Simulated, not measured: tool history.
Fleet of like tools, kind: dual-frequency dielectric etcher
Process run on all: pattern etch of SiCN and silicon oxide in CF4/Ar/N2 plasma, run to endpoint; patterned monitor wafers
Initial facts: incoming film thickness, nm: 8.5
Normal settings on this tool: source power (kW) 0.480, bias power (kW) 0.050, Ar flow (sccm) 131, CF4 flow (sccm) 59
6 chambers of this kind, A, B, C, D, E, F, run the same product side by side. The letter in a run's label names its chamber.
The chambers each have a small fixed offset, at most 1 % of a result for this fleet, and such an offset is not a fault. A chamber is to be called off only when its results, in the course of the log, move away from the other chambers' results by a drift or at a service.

run,day,source power (kW),bias power (kW),Ar flow (sccm),CF4 flow (sccm),hours since the last wet clean,hours since the last source power generator calibration,hours since the last bias power generator calibration,hours since the last Ar flow controller change,hours since the last CF4 flow controller change,endpoint time (s)
1F,0.175,0.480,0.050,131,59,18.3,1068.7,20.6,585.7,54.1,11.302
2A,0.392,0.480,0.050,131,59,208.4,465.2,2077.3,89.5,392.6,11.302
3D,0.612,0.480,0.050,131,59,84.5,130.7,2123.6,3997.9,2057.6,11.457
4B,0.888,0.480,0.050,131,59,138.0,2410.2,1097.0,623.2,2040.3,11.334
5C,1.121,0.480,0.050,131,59,256.5,3547.5,898.0,1114.0,232.9,11.260
6E,1.458,0.480,0.050,131,59,528.5,1645.4,500.7,2919.2,3919.2,11.422
7D,1.788,0.380,0.050,131,59,112.7,158.9,2151.8,4026.1,2085.8,14.086
8A,2.150,0.380,0.050,131,59,250.6,507.4,2119.5,131.7,434.8,13.860
9B,2.500,0.380,0.050,131,59,176.7,2448.9,1135.7,661.9,2079.0,13.941
10F,2.842,0.380,0.050,131,59,82.3,1132.7,84.6,649.7,118.1,14.019
# day 3.067: chamber E: wet clean of the chamber
11C,3.204,0.380,0.050,131,59,306.5,3597.5,948.0,1164.0,282.9,13.809
12E,3.479,0.380,0.050,131,59,9.9,1693.9,549.2,2967.7,3967.7,13.876
13A,3.738,0.480,0.050,131,59,288.7,545.5,2157.6,169.8,472.9,11.292
14E,3.967,0.480,0.050,131,59,21.6,1705.6,560.9,2979.4,3979.4,11.336
15D,4.333,0.480,0.050,131,59,173.8,220.0,2212.9,4087.2,2146.9,11.416
16C,4.621,0.480,0.050,131,59,340.5,3631.5,982.0,1198.0,316.9,11.300
17B,4.996,0.480,0.050,131,59,236.6,2508.8,1195.6,721.8,2138.9,11.259
18F,5.304,0.480,0.050,131,59,141.4,1191.8,143.7,708.8,177.2,11.294
19A,5.658,0.480,0.050,131,59,334.8,591.6,2203.7,215.9,519.0,11.256
20E,5.867,0.480,0.050,131,59,67.2,1751.2,606.5,3025.0,4025.0,11.313
21F,6.133,0.480,0.050,131,59,161.3,1211.7,163.6,728.7,197.1,11.204
22C,6.421,0.480,0.050,131,59,383.7,3674.7,1025.2,1241.2,360.1,11.226
23B,6.642,0.480,0.050,131,59,276.1,2548.3,1235.1,761.3,2178.4,11.386
24D,6.979,0.480,0.050,131,59,237.3,283.5,2276.4,4150.7,2210.4,11.468
25D,7.225,0.480,0.050,131,59,243.2,289.4,2282.3,4156.6,2216.3,11.421
26A,7.400,0.480,0.050,131,59,376.6,633.4,2245.5,257.7,560.8,11.254
27C,7.758,0.480,0.050,131,59,415.8,3706.8,1057.3,1273.3,392.2,11.303
28E,8.092,0.480,0.050,131,59,120.6,1804.6,659.9,3078.4,4078.4,11.365
# day 8.217: chamber A: wet clean of the chamber
29F,8.425,0.480,0.050,131,59,216.3,1266.7,218.6,783.7,252.1,11.125
30B,8.612,0.480,0.050,131,59,323.4,2595.6,1282.4,808.6,2225.7,11.254
31E,8.992,0.480,0.050,131,59,142.2,1826.2,681.5,3100.0,4100.0,11.427
32D,9.192,0.480,0.050,131,59,290.4,336.6,2329.5,4203.8,2263.5,11.369
33F,9.404,0.480,0.050,117,59,239.8,1290.2,242.1,807.2,275.6,10.813
34B,9.667,0.480,0.050,117,59,348.7,2620.9,1307.7,833.9,2251.0,11.053
35C,10.017,0.480,0.050,117,59,470.0,3761.0,1111.5,1327.5,446.4,11.011
36A,10.275,0.480,0.050,117,59,49.4,702.4,2314.5,326.7,629.8,11.054
37E,10.638,0.480,0.050,117,59,181.7,1865.7,721.0,3139.5,4139.5,11.138
38B,10.846,0.480,0.050,117,59,377.0,2649.2,1336.0,862.2,2279.3,11.096
39F,11.196,0.480,0.050,131,59,282.8,1333.2,285.1,850.2,318.6,10.952
40C,11.375,0.480,0.050,119,72,502.6,3793.6,1144.1,1360.1,479.0,10.695
41A,11.746,0.480,0.050,119,72,84.7,737.7,2349.8,362.0,665.1,10.665
42D,12.092,0.480,0.050,119,72,360.0,406.2,2399.1,4273.4,2333.1,10.848
43A,12.375,0.480,0.050,119,72,99.8,752.8,2364.9,377.1,680.2,10.735
44C,12.717,0.480,0.050,119,72,534.8,3825.8,1176.3,1392.3,511.2,10.681

Predict what each chamber gives when all 6 of them run the settings below next.
45A,12.996,0.410,0.050,131,59,,,,,,?
45B,12.996,0.410,0.050,131,59,,,,,,?
45C,12.996,0.410,0.050,131,59,,,,,,?
45D,12.996,0.410,0.050,131,59,,,,,,?
45E,12.996,0.410,0.050,131,59,,,,,,?
45F,12.996,0.410,0.050,131,59,,,,,,?

run,endpoint time (s)
45A,12.911
45B,12.949
45C,12.885
45D,13.085
45E,13.089
45F,12.542
